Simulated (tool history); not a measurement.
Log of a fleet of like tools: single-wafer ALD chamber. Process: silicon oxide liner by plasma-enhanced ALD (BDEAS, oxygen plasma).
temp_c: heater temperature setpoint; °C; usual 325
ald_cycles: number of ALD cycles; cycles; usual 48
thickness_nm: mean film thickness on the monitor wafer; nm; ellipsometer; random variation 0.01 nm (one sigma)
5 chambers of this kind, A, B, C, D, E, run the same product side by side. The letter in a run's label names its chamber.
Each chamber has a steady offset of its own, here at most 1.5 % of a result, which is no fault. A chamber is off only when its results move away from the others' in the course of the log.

run   hour  temp_c  ald_cycles  hours since the last thermocouple change  read-back reference wafer on the same gauge, thickness_nm  thickness_nm
 1C    4.7     325          48                                    1077.6                                                     4.2213        4.3658
 2A    9.4     325          48                                     891.8                                                     4.2192        4.3045
 3B   15.7     325          48                                     309.8                                                     4.2179        4.3124
 4D   19.7     325          48                                     667.5                                                     4.2194        4.2741
 5E   27.1     325          48                                    1906.5                                                     4.2196        4.2948
 6D   33.1     325          48                                     680.9                                                     4.2217        4.2784
 7C   36.5     325          48                                    1109.4                                                     4.2181        4.3625
 8B   43.0     325          48                                     337.1                                                     4.2179        4.3082
 9E   48.1     325          48                                    1927.5                                                     4.2245        4.2946
10A   52.9     325          48                                     935.3                                                     4.2166        4.2987
11D   60.4     325          48                                     708.2                                                     4.2198        4.2794
12E   67.2     325          48                                    1946.6                                                     4.2192        4.2818
13C   74.1     325          48                                    1147.0                                                     4.2208        4.3641
14A   80.8     325          48                                     963.2                                                     4.2207        4.2991
15B   86.5     325          48                                     380.6                                                     4.2213        4.3007
16A   90.7     325          48                                     973.1                                                     4.2218        4.2892
17E   96.5     325          48                                    1975.9                                                     4.2203        4.3125
18B  103.6     340          54                                     397.7                                                     4.2213        4.7583
19D  111.4     340          54                                     759.2                                                     4.2214        4.7011
20C  116.3     340          54                                    1189.2                                                     4.2178        4.8071
21C  120.4     340          54                                    1193.3                                                     4.2210        4.7990
22E  126.2     340          54                                    2005.6                                                     4.2201        4.7278
23B  130.0     325          48                                     424.1                                                     4.2216        4.3016
24D  136.4     325          48                                     784.2                                                     4.2210        4.2845
25A  140.1     325          48                                    1022.5                                                     4.2202        4.3068
26E  146.8     325          48                                    2026.2                                                     4.2208        4.3029
27B  150.7     325          51                                     444.8                                                     4.2199        4.5675
28C  156.3     325          51                                    1229.2                                                     4.2218        4.6403
29D  162.7     325          51                                     810.5                                                     4.2178        4.5692
30A  166.1     325          51                                    1048.5                                                     4.2206        4.5670
31E  171.7     325          51                                    2051.1                                                     4.2205        4.5785
32C  175.5     325          48                                    1248.4                                                     4.2204        4.3592
33D  179.6     325          48                                     827.4                                                     4.2196        4.2897
34B  185.3     315          41                                     479.4                                                     4.2192        3.7250
35A  191.9     315          41                                    1074.3                                                     4.2202        3.7417
36B  198.8     315          41                                     492.9                                                     4.2201        3.7225
37D  204.2     315          41                                     852.0                                                     4.2207        3.7031
38A  210.8     315          41                                    1093.2                                                     4.2185        3.7345
39E  215.6     325          48                                    2095.0                                                     4.2203        4.2870
40C  219.6     325          48                                    1292.5                                                     4.2169        4.3614
41B  224.5     325          48                                     518.6                                                     4.2220        4.3040

All 5 chambers run these settings next. Forecast each chamber's results:
42A  230.1     325          48                                                                                                                  ?
42B  230.1     325          48                                                                                                                  ?
42C  230.1     325          48                                                                                                                  ?
42D  230.1     325          48                                                                                                                  ?
42E  230.1     325          48                                                                                                                  ?

run  thickness_nm
42A        4.3114
42B        4.3005
42C        4.3541
42D        4.2815
42E        4.3019
